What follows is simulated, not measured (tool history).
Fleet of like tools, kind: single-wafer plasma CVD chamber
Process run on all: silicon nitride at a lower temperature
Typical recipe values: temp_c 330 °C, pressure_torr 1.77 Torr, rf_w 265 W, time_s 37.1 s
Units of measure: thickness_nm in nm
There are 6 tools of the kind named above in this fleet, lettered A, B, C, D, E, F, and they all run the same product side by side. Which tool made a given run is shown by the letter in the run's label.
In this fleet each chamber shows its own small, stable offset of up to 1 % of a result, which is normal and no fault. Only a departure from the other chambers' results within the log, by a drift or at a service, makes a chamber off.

| run | hour | temp_c | pressure_torr | rf_w | time_s | hours since the last thermocouple change | hours since the last RF generator calibration | hours since the last manometer calibration | read-back reference wafer on the same gauge, thickness_nm | thickness_nm |
|---|---|---|---|---|---|---|---|---|---|---|
| 1F | 9.9 | 330 | 1.77 | 265 | 37.1 | 973.7 | 221.4 | 431.5 | 45.645 | 41.302 |
| 2C | 16.9 | 330 | 1.77 | 265 | 37.1 | 1339.6 | 1004.4 | 343.6 | 45.711 | 41.201 |
| 3D | 26.1 | 330 | 1.77 | 265 | 37.1 | 549.9 | 1412.6 | 1841.1 | 45.672 | 41.296 |
| 4E | 31.2 | 330 | 1.77 | 265 | 37.1 | 428.9 | 98.1 | 79.2 | 45.713 | 41.328 |
| 5B | 38.5 | 330 | 1.77 | 265 | 37.1 | 2944.8 | 620.3 | 43.9 | 45.705 | 41.47 |
| 6A | 43.9 | 330 | 1.77 | 265 | 37.1 | 847 | 48.4 | 374.7 | 45.734 | 41.81 |
| 7A | 54.6 | 330 | 2.08 | 265 | 37.1 | 857.7 | 59.1 | 385.4 | 45.673 | 43.886 |
| 8C | 64.8 | 330 | 2.08 | 265 | 37.1 | 1387.5 | 1052.3 | 391.5 | 45.675 | 43.327 |
| 9B | 73.6 | 330 | 2.08 | 265 | 37.1 | 2979.9 | 655.4 | 79 | 45.702 | 43.117 |
|  | 80.8 | chamber C: thermocouple changed; heater temperature recalibrated |
| 10D | 84.6 | 330 | 2.08 | 265 | 37.1 | 608.4 | 1471.1 | 1899.6 | 45.704 | 42.677 |
| 11E | 96.2 | 330 | 2.08 | 265 | 37.1 | 493.9 | 163.1 | 144.2 | 45.687 | 43.196 |
| 12F | 107.4 | 330 | 2.08 | 265 | 37.1 | 1071.2 | 318.9 | 529 | 45.711 | 43.272 |
| 13C | 114.1 | 330 | 1.77 | 265 | 37.1 | 33.3 | 1101.6 | 440.8 | 45.69 | 41.442 |
| 14E | 124.9 | 330 | 1.77 | 235 | 37.1 | 522.6 | 191.8 | 172.9 | 45.711 | 37.982 |
| 15F | 130 | 330 | 1.77 | 235 | 37.1 | 1093.8 | 341.5 | 551.6 | 45.665 | 38.039 |
| 16D | 141.2 | 330 | 1.77 | 235 | 37.1 | 665 | 1527.7 | 1956.2 | 45.684 | 37.901 |
| 17B | 152.4 | 330 | 1.77 | 235 | 37.1 | 3058.7 | 734.2 | 157.8 | 45.727 | 38.365 |
| 18A | 161.5 | 330 | 1.77 | 235 | 37.1 | 964.6 | 166 | 492.3 | 45.621 | 38.53 |
| 19B | 168.6 | 330 | 1.77 | 235 | 37.1 | 3074.9 | 750.4 | 174 | 45.678 | 37.877 |
| 20A | 179 | 330 | 1.77 | 265 | 37.1 | 982.1 | 183.5 | 509.8 | 45.729 | 42.07 |
| 21D | 186.1 | 330 | 1.77 | 265 | 37.1 | 709.9 | 1572.6 | 2001.1 | 45.717 | 40.501 |
| 22E | 197.3 | 330 | 1.77 | 265 | 37.1 | 595 | 264.2 | 245.3 | 45.657 | 41.362 |
| 23F | 202.5 | 330 | 1.77 | 265 | 37.1 | 1166.3 | 414 | 624.1 | 45.724 | 41.534 |
| 24C | 213.1 | 330 | 1.77 | 265 | 37.1 | 132.3 | 1200.6 | 539.8 | 45.732 | 41.221 |
| 25F | 220.4 | 330 | 1.77 | 265 | 37.1 | 1184.2 | 431.9 | 642 | 45.724 | 41.418 |
| 26E | 228.6 | 330 | 1.77 | 265 | 37.1 | 626.3 | 295.5 | 276.6 | 45.687 | 41.473 |
| 27C | 239.6 | 330 | 1.77 | 265 | 37.1 | 158.8 | 1227.1 | 566.3 | 45.668 | 41.467 |
| 28A | 245.7 | 330 | 1.77 | 265 | 37.1 | 1048.8 | 250.2 | 576.5 | 45.74 | 42.208 |
| 29D | 253.5 | 340 | 1.45 | 265 | 37.1 | 777.3 | 1640 | 2068.5 | 45.703 | 37.926 |
| 30B | 264.9 | 340 | 1.45 | 265 | 37.1 | 3171.2 | 846.7 | 270.3 | 45.677 | 39.053 |
| 31D | 270.5 | 340 | 1.45 | 265 | 37.1 | 794.3 | 1657 | 2085.5 | 45.766 | 37.599 |
|  | 273.7 | chamber B: thermocouple changed; heater temperature recalibrated |
| 32A | 277 | 340 | 1.45 | 265 | 37.1 | 1080.1 | 281.5 | 607.8 | 45.666 | 39.639 |
| 33B | 284.8 | 340 | 1.45 | 265 | 37.1 | 11.1 | 866.6 | 290.2 | 45.669 | 39.078 |
| 34E | 293.7 | 340 | 1.45 | 265 | 37.1 | 691.4 | 360.6 | 341.7 | 45.724 | 38.889 |
| 35C | 304.9 | 330 | 1.77 | 265 | 37.1 | 224.1 | 1292.4 | 631.6 | 45.693 | 41.534 |
| 36F | 315.4 | 330 | 1.77 | 265 | 37.1 | 1279.2 | 526.9 | 737 | 45.739 | 41.718 |

Next, all 6 chambers run the settings below, one line each with question marks for the results. What does each chamber give?
| 37A | 323.9 | 330 | 1.63 | 265 | 37.1 |  |  |  |  | ? |
| 37B | 323.9 | 330 | 1.63 | 265 | 37.1 |  |  |  |  | ? |
| 37C | 323.9 | 330 | 1.63 | 265 | 37.1 |  |  |  |  | ? |
| 37D | 323.9 | 330 | 1.63 | 265 | 37.1 |  |  |  |  | ? |
| 37E | 323.9 | 330 | 1.63 | 265 | 37.1 |  |  |  |  | ? |
| 37F | 323.9 | 330 | 1.63 | 265 | 37.1 |  |  |  |  | ? |

| run | thickness_nm |
|---|---|
| 37A | 40.873 |
| 37B | 40.428 |
| 37C | 40.602 |
| 37D | 38.439 |
| 37E | 40.269 |
| 37F | 40.4 |

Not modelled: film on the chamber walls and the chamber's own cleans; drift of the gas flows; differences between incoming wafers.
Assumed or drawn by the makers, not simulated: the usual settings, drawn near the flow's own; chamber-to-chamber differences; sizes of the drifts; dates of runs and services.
